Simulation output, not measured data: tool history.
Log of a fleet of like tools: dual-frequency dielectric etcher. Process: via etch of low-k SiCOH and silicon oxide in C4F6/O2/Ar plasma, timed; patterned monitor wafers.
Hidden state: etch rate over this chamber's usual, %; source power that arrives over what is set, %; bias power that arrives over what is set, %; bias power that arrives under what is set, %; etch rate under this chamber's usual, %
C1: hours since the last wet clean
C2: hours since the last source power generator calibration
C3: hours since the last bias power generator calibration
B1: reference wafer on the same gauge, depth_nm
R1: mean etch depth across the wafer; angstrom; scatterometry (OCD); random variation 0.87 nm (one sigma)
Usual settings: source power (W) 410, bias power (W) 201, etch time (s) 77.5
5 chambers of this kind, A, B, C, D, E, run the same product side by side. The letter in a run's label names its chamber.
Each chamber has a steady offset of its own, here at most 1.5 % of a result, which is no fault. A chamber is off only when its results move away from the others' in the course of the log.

Run 1B, hour 6.4: usual settings; C1 288.7; C2 837.5; C3 793.1; B1 194.82. Result: R1 2292.1 angstrom.
Run 2C, hour 11.5: usual settings; C1 286.9; C2 2904; C3 580.6; B1 194.88. Result: R1 2284.1 angstrom.
Run 3E, hour 22.5: usual settings; C1 428.3; C2 2759.7; C3 3090.1; B1 194.79. Result: R1 2299.8 angstrom.
Run 4A, hour 30.5: usual settings; C1 114.1; C2 1002.6; C3 3607; B1 195.01. Result: R1 2258.2 angstrom.
Run 5D, hour 40.3: usual settings but bias power (W) 249; C1 400.7; C2 951.7; C3 1096; B1 195.12. Result: R1 2429 angstrom.
Run 6B, hour 45.6: usual settings but bias power (W) 249; C1 327.9; C2 876.7; C3 832.3; B1 195.01. Result: R1 2453.2 angstrom.
Run 7A, hour 51.8: usual settings but bias power (W) 249; C1 135.4; C2 1023.9; C3 3628.3; B1 194.9. Result: R1 2425.1 angstrom.
Run 8D, hour 62.8: usual settings but bias power (W) 249; C1 423.2; C2 974.2; C3 1118.5; B1 194.96. Result: R1 2444.8 angstrom.
Run 9E, hour 69.7: usual settings but bias power (W) 249; C1 475.5; C2 2806.9; C3 3137.3; B1 195.06. Result: R1 2463.2 angstrom.
Run 10C, hour 76: usual settings; C1 351.4; C2 2968.5; C3 645.1; B1 194.87. Result: R1 2289.4 angstrom.
Run 11A, hour 85.4: usual settings; C1 169; C2 1057.5; C3 3661.9; B1 195.05. Result: R1 2259.8 angstrom.
Run 12D, hour 96: usual settings; C1 456.4; C2 1007.4; C3 1151.7; B1 195.09. Result: R1 2268.7 angstrom.
At hour 96.7: chamber B: wet clean of the chamber.
Run 13C, hour 101.3: usual settings; C1 376.7; C2 2993.8; C3 670.4; B1 194.94. Result: R1 2276.6 angstrom.
At hour 108.6: chamber E: wet clean of the chamber.
Run 14E, hour 111.9: usual settings; C1 3.4; C2 2849.1; C3 3179.5; B1 194.85. Result: R1 2359.3 angstrom.
Run 15B, hour 120.9: usual settings; C1 24.3; C2 952; C3 907.6; B1 195.1. Result: R1 2269.6 angstrom.
Run 16D, hour 130: usual settings; C1 490.4; C2 1041.4; C3 1185.7; B1 194.84. Result: R1 2273.7 angstrom.
Run 17C, hour 139.6: usual settings but bias power (W) 229; C1 415; C2 3032.1; C3 708.7; B1 195.08. Result: R1 2385.8 angstrom.
Run 18A, hour 146.8: usual settings but bias power (W) 229; C1 230.4; C2 1118.9; C3 3723.3; B1 195.01. Result: R1 2360.5 angstrom.
Run 19E, hour 156.7: usual settings but bias power (W) 229; C1 48.2; C2 2893.9; C3 3224.3; B1 194.85. Result: R1 2466.9 angstrom.
Run 20B, hour 165.9: usual settings but bias power (W) 229; C1 69.3; C2 997; C3 952.6; B1 194.88. Result: R1 2386.7 angstrom.
Run 21A, hour 173.7: usual settings but bias power (W) 229; C1 257.3; C2 1145.8; C3 3750.2; B1 194.94. Result: R1 2358.6 angstrom.
Run 22E, hour 179.2: usual settings; C1 70.7; C2 2916.4; C3 3246.8; B1 194.82. Result: R1 2366.4 angstrom.
Run 23D, hour 186.5: usual settings; C1 546.9; C2 1097.9; C3 1242.2; B1 194.92. Result: R1 2273.6 angstrom.
At hour 187.9: chamber D: wet clean of the chamber.
Run 24B, hour 197.7: usual settings; C1 101.1; C2 1028.8; C3 984.4; B1 195.09. Result: R1 2278.3 angstrom.
Run 25C, hour 208.6: usual settings; C1 484; C2 3101.1; C3 777.7; B1 195.06. Result: R1 2292.8 angstrom.
Run 26A, hour 218.7: usual settings but bias power (W) 221, etch time (s) 58.5; C1 302.3; C2 1190.8; C3 3795.2; B1 195.06. Result: R1 1775.4 angstrom.
Run 27D, hour 230.4: usual settings but bias power (W) 221, etch time (s) 58.5; C1 42.6; C2 1141.8; C3 1286.1; B1 194.87. Result: R1 1772.3 angstrom.
Run 28C, hour 238: usual settings but bias power (W) 221, etch time (s) 58.5; C1 513.4; C2 3130.5; C3 807.1; B1 195.06. Result: R1 1770.3 angstrom.
Run 29B, hour 249.6: usual settings but bias power (W) 221, etch time (s) 58.5; C1 153; C2 1080.7; C3 1036.3; B1 194.92. Result: R1 1786.9 angstrom.
Run 30E, hour 257.8: usual settings but bias power (W) 221, etch time (s) 58.5; C1 149.3; C2 2995; C3 3325.4; B1 194.82. Result: R1 1829.5 angstrom.
Run 31C, hour 265.2: usual settings; C1 540.6; C2 3157.7; C3 834.3; B1 195.02. Result: R1 2278.2 angstrom.
Run 32B, hour 272.7: usual settings; C1 176.1; C2 1103.8; C3 1059.4; B1 194.93. Result: R1 2270.2 angstrom.
Run 33D, hour 282.6: usual settings; C1 94.8; C2 1194; C3 1338.3; B1 195.26. Result: R1 2279.6 angstrom.
Run 34E, hour 293: usual settings; C1 184.5; C2 3030.2; C3 3360.6; B1 195.08. Result: R1 2369.9 angstrom.
Run 35A, hour 300.2: usual settings; C1 383.8; C2 1272.3; C3 3876.7; B1 194.97. Result: R1 2266.2 angstrom.

Is one chamber off against the others, does the gauge drift, or is nothing wrong? If a chamber is off, say which, and what the likeliest cause is.

A service left chamber E off against the others.
Cause: etch rate over this chamber's usual, % = 2.82.

Here are 4 candidates for chamber E's next run, each the usual settings with a change, their results left as question marks. Which one brings its results back in line with what the others give on the usual settings?
In line means no further than this from the other chambers' mean on the usual settings: R1 31 angstrom
Run 36E-1, hour 308.5: usual settings but source power (W) 400, bias power (W) 199, etch time (s) 73.5. Result: R1 ?.
Run 36E-2, hour 308.5: usual settings but bias power (W) 200, etch time (s) 75. Result: R1 ?.
Run 36E-3, hour 308.5: usual settings but bias power (W) 204, etch time (s) 82. Result: R1 ?.
Run 36E-4, hour 308.5: usual settings but bias power (W) 224. Result: R1 ?.

The other chambers' mean on the usual settings: R1 2274.5 angstrom
  run      R1
36E-1  2208.6
36E-2  2279.3
36E-3  2507.9
36E-4  2443.7
36E-2 brings the chamber back in line.
